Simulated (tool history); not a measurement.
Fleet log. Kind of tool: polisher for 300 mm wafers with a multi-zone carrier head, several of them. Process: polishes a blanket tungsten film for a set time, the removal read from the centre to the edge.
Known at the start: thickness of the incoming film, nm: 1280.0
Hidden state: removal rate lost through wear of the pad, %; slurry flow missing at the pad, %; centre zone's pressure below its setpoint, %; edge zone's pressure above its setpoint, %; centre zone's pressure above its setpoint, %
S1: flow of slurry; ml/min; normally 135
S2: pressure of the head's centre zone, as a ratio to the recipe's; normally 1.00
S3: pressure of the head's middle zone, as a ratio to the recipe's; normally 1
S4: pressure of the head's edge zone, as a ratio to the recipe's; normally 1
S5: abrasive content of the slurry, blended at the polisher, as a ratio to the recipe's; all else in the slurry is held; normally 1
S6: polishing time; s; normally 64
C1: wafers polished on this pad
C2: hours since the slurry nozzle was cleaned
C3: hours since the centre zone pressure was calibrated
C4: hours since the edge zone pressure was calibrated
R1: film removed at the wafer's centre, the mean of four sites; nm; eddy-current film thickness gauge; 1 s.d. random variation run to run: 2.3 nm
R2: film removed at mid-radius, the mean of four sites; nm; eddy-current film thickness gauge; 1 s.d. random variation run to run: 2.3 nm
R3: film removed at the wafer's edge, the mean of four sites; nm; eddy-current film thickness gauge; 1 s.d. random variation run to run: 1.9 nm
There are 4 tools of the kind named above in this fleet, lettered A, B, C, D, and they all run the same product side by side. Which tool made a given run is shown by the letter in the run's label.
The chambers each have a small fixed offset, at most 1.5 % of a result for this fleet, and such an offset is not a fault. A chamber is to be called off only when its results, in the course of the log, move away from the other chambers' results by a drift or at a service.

run,hour,S1,S2,S3,S4,S5,S6,C1,C2,C3,C4,R1,R2,R3
# hour 7.8: chamber C: worn pad replaced by a new one
1B,9.6,135,1.00,1,1,1,64,998,423.1,80.2,972.0,308.12,301.27,307.80
# hour 14.3: chamber B: edge zone pressure recalibrated
2A,16.0,135,1.00,1,1,1,64,854,712.6,1073.9,745.8,312.17,309.16,307.16
# hour 18.2: chamber B: worn pad replaced by a new one
# hour 20.9: chamber A: worn pad replaced by a new one
3C,25.3,135,1.00,1,1,1,64,188,319.2,570.8,1176.1,306.19,308.28,310.54
4D,38.5,135,1.00,1,1,1,64,507,224.1,54.8,327.8,306.71,304.98,310.56
5D,50.6,135,1.00,1,1,1,64,637,236.2,66.9,339.9,304.99,302.81,312.22
# hour 55.4: chamber D: worn pad replaced by a new one
6A,65.3,135,1.00,1,1,1,64,476,761.9,1123.2,795.1,310.65,304.13,305.77
7B,75.4,135,1.00,1,1,1,64,613,488.9,146.0,61.2,307.77,307.18,314.05
8C,89.8,135,1.00,1,1,1,64,879,383.7,635.3,1240.6,308.26,305.02,311.37
# hour 92.3: chamber C: worn pad replaced by a new one
# hour 100.7: chamber B: worn pad replaced by a new one
9A,102.8,135,0.96,1,1,1,44,878,799.4,1160.7,832.6,203.18,211.84,210.79
# hour 103.9: chamber A: worn pad replaced by a new one
# hour 107.5: chamber A: slurry nozzle cleaned
# hour 111.6: chamber A: centre zone pressure recalibrated
10B,116.4,135,0.96,1,1,1,44,169,529.9,187.0,102.2,203.82,212.10,213.60
11D,123.4,135,0.96,1,1,1,44,729,309.0,139.7,412.7,204.74,211.29,213.90
# hour 127.2: chamber D: worn pad replaced by a new one
12C,136.3,135,0.96,1,1,1,44,472,430.2,681.8,1287.1,204.02,211.09,213.07
# hour 144.1: chamber D: slurry nozzle cleaned
13C,144.2,95,1.00,1,1,1,64,557,438.1,689.7,1295.0,283.91,283.49,287.90
14B,157.2,95,1.00,1,1,1,64,606,570.7,227.8,143.0,282.56,281.62,289.99
# hour 167.1: chamber C: worn pad replaced by a new one
15A,171.7,95,1.00,1,1,1,64,727,64.2,60.1,901.5,256.20,282.45,289.57
# hour 182.1: chamber B: worn pad replaced by a new one
16D,182.1,95,1.00,1,1,1,64,588,38.1,198.4,471.4,277.98,280.52,294.93
17B,189.3,135,1.00,1,1,1,64,77,602.8,259.9,175.1,311.54,307.45,310.29
# hour 195.7: chamber D: worn pad replaced by a new one
# hour 196.8: chamber A: worn pad replaced by a new one
18D,199.7,135,1.00,1,1,1,64,43,55.7,216.0,489.0,307.72,303.45,308.67
19C,210.3,135,1.00,1,1,1,64,463,504.2,755.8,1361.1,312.80,311.36,306.26
20A,223.7,135,1.00,1,1,1,64,289,116.2,112.1,953.5,280.06,308.16,305.77
21C,231.5,135,1.00,1,1,1,64,690,525.4,777.0,1382.3,305.18,308.16,306.92
# hour 233.1: chamber C: worn pad replaced by a new one
22A,244.3,135,1.00,1,1,1,64,510,136.8,132.7,974.1,282.45,307.16,307.80
23B,251.4,135,1.00,1,1,1,64,743,664.9,322.0,237.2,313.04,304.33,310.67
# hour 252.9: chamber C: edge zone pressure recalibrated
24D,261.5,135,1.00,1,1,1,64,706,117.5,277.8,550.8,310.75,304.39,315.57
# hour 263.9: chamber D: worn pad replaced by a new one
25A,269.4,135,1.00,1,1,1,64,779,161.9,157.8,999.2,278.16,305.80,304.03
# hour 269.7: chamber B: worn pad replaced by a new one
26B,283.4,135,1.00,1,1,1,64,146,696.9,354.0,269.2,307.14,305.84,311.25
# hour 285.3: chamber C: slurry nozzle cleaned
27D,297.8,135,1.00,1,1,1,64,364,153.8,314.1,587.1,307.11,304.81,308.94
# hour 300.2: chamber C: centre zone pressure recalibrated
28C,304.9,135,1.00,1,1,1,64,769,19.7,4.7,52.0,304.97,305.48,309.06
# hour 309.6: chamber C: worn pad replaced by a new one
29C,317.1,135,1.00,1,1,1,64,81,31.9,16.9,64.2,306.78,307.18,307.58

What goes on in this fleet: one chamber off, a drifting gauge, or nothing beyond the chambers' own small offsets? Name the chamber and the cause, if any.

The work done on chamber A during a service left it standing apart from the others.
Likeliest cause: centre zone's pressure below its setpoint, % = 8.81.

Below are 4 candidate recipes for chamber A's next run, each the usual settings with a change, their results shown as question marks. Which of them brings A's results back in line with what the other chambers give on the usual settings?
Maximum distance from the other chambers' mean on the usual settings for a result to count as in line: R1 8.10 nm; R2 8.10 nm; R3 6.70 nm
30A-1,327.7,130,0.94,1.03,1.01,1,63,,,,,?,?,?
30A-2,327.7,135,1.03,0.99,0.99,1,65,,,,,?,?,?
30A-3,327.7,135,0.97,1.01,1.01,1,63,,,,,?,?,?
30A-4,327.7,140,1.06,0.97,0.99,1,65,,,,,?,?,?

The mean the other chambers reach with the usual settings: R1 309.26 nm; R2 307.07 nm; R3 310.76 nm
run,R1,R2,R3
30A-1,255.90,306.96,299.68
30A-2,294.77,307.80,307.93
30A-3,267.42,303.93,301.52
30A-4,306.81,304.39,309.70
The answer is 30A-4, which returns the chamber to within the allowed miss of the others.

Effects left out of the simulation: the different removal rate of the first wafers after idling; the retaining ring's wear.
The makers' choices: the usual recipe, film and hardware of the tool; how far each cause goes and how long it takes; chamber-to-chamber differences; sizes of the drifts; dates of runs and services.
